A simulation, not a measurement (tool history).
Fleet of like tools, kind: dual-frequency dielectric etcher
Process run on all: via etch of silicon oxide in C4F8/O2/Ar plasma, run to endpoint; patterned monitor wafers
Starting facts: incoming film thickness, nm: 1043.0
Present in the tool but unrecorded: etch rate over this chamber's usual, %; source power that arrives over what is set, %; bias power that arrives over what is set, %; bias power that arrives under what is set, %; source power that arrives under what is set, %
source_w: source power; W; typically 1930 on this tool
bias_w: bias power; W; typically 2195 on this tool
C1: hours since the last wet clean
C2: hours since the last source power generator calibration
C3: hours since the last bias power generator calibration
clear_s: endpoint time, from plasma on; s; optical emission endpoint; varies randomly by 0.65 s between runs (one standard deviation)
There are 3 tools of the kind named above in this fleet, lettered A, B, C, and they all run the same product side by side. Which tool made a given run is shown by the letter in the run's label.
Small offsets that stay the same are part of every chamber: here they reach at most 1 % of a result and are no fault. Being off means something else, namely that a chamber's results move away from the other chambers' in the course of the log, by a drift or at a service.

{"run": "1C", "hour": 3.8, "source_w": 1930, "bias_w": 2195, "C1": 356.4, "C2": 2146, "C3": 341.8, "clear_s": 201.74}
{"run": "2B", "hour": 8.2, "source_w": 1930, "bias_w": 2195, "C1": 144.6, "C2": 3617.4, "C3": 3203.5, "clear_s": 201.94}
{"run": "3A", "hour": 15.1, "source_w": 1930, "bias_w": 2195, "C1": 25.3, "C2": 1750.4, "C3": 2128.8, "clear_s": 202.06}
{"run": "4A", "hour": 20.0, "source_w": 1930, "bias_w": 2195, "C1": 30.2, "C2": 1755.3, "C3": 2133.7, "clear_s": 202.66}
{"run": "5C", "hour": 27.3, "source_w": 1930, "bias_w": 2195, "C1": 379.9, "C2": 2169.5, "C3": 365.3, "clear_s": 202.06}
{"run": "6B", "hour": 32.9, "source_w": 1930, "bias_w": 2195, "C1": 169.3, "C2": 3642.1, "C3": 3228.2, "clear_s": 203.15}
{"run": "7A", "hour": 37.8, "source_w": 1930, "bias_w": 2195, "C1": 48, "C2": 1773.1, "C3": 2151.5, "clear_s": 203.89}
{"run": "8C", "hour": 43.8, "source_w": 1930, "bias_w": 2195, "C1": 396.4, "C2": 2186, "C3": 381.8, "clear_s": 201.57}
{"run": "9B", "hour": 50.0, "source_w": 1930, "bias_w": 2195, "C1": 186.4, "C2": 3659.2, "C3": 3245.3, "clear_s": 203.6}
{"run": "10C", "hour": 56.6, "source_w": 1930, "bias_w": 2195, "C1": 409.2, "C2": 2198.8, "C3": 394.6, "clear_s": 201.85}
{"run": "11A", "hour": 62.1, "source_w": 1930, "bias_w": 2195, "C1": 72.3, "C2": 1797.4, "C3": 2175.8, "clear_s": 202.09}
{"run": "12B", "hour": 68.8, "source_w": 1930, "bias_w": 2195, "C1": 205.2, "C2": 3678, "C3": 3264.1, "clear_s": 200.82}
{"run": "13B", "hour": 74.2, "source_w": 1930, "bias_w": 2195, "C1": 210.6, "C2": 3683.4, "C3": 3269.5, "clear_s": 201.94}
{"run": "14A", "hour": 80.5, "source_w": 1930, "bias_w": 2195, "C1": 90.7, "C2": 1815.8, "C3": 2194.2, "clear_s": 203.01}
{"run": "15C", "hour": 86.8, "source_w": 1930, "bias_w": 2195, "C1": 439.4, "C2": 2229, "C3": 424.8, "clear_s": 202}
{"run": "16A", "hour": 90.6, "source_w": 1930, "bias_w": 2704, "C1": 100.8, "C2": 1825.9, "C3": 2204.3, "clear_s": 189.55}
{"run": "17B", "hour": 95.0, "source_w": 1930, "bias_w": 2704, "C1": 231.4, "C2": 3704.2, "C3": 3290.3, "clear_s": 188.11}
{"run": "18C", "hour": 100.1, "source_w": 1930, "bias_w": 2704, "C1": 452.7, "C2": 2242.3, "C3": 438.1, "clear_s": 191.24}
{"run": "19B", "hour": 106.9, "source_w": 2400, "bias_w": 2543, "C1": 243.3, "C2": 3716.1, "C3": 3302.2, "clear_s": 174.76}
{"run": "20A", "hour": 110.7, "source_w": 2400, "bias_w": 2543, "C1": 120.9, "C2": 1846, "C3": 2224.4, "clear_s": 177.72}
{"run": "21C", "hour": 114.9, "source_w": 2400, "bias_w": 2543, "C1": 467.5, "C2": 2257.1, "C3": 452.9, "clear_s": 178.73}
{"run": "22A", "hour": 119.5, "source_w": 1930, "bias_w": 2195, "C1": 129.7, "C2": 1854.8, "C3": 2233.2, "clear_s": 200.99}
{"run": "23C", "hour": 126.9, "source_w": 1930, "bias_w": 2195, "C1": 479.5, "C2": 2269.1, "C3": 464.9, "clear_s": 201.74}
{"run": "24B", "hour": 133.1, "source_w": 1930, "bias_w": 2195, "C1": 269.5, "C2": 3742.3, "C3": 3328.4, "clear_s": 199.23}
{"run": "25B", "hour": 136.4, "source_w": 1930, "bias_w": 2195, "C1": 272.8, "C2": 3745.6, "C3": 3331.7, "clear_s": 198.33}
{"run": "26C", "hour": 143.0, "source_w": 1930, "bias_w": 2195, "C1": 495.6, "C2": 2285.2, "C3": 481, "clear_s": 203.38}
{"run": "27A", "hour": 147.5, "source_w": 1930, "bias_w": 2195, "C1": 157.7, "C2": 1882.8, "C3": 2261.2, "clear_s": 201.73}
{"hour": 148.4, "done": "chamber C: wet clean of the chamber"}
{"run": "28C", "hour": 154.7, "source_w": 1930, "bias_w": 2195, "C1": 6.3, "C2": 2296.9, "C3": 492.7, "clear_s": 201.8}

Predict what each chamber gives when all 3 of them run the settings below next.
{"run": "29A", "hour": 160.0, "source_w": 1930, "bias_w": 1893, "clear_s": "?"}
{"run": "29B", "hour": 160.0, "source_w": 1930, "bias_w": 1893, "clear_s": "?"}
{"run": "29C", "hour": 160.0, "source_w": 1930, "bias_w": 1893, "clear_s": "?"}

run=29A clear_s=210.71
run=29B clear_s=206.61
run=29C clear_s=210.44

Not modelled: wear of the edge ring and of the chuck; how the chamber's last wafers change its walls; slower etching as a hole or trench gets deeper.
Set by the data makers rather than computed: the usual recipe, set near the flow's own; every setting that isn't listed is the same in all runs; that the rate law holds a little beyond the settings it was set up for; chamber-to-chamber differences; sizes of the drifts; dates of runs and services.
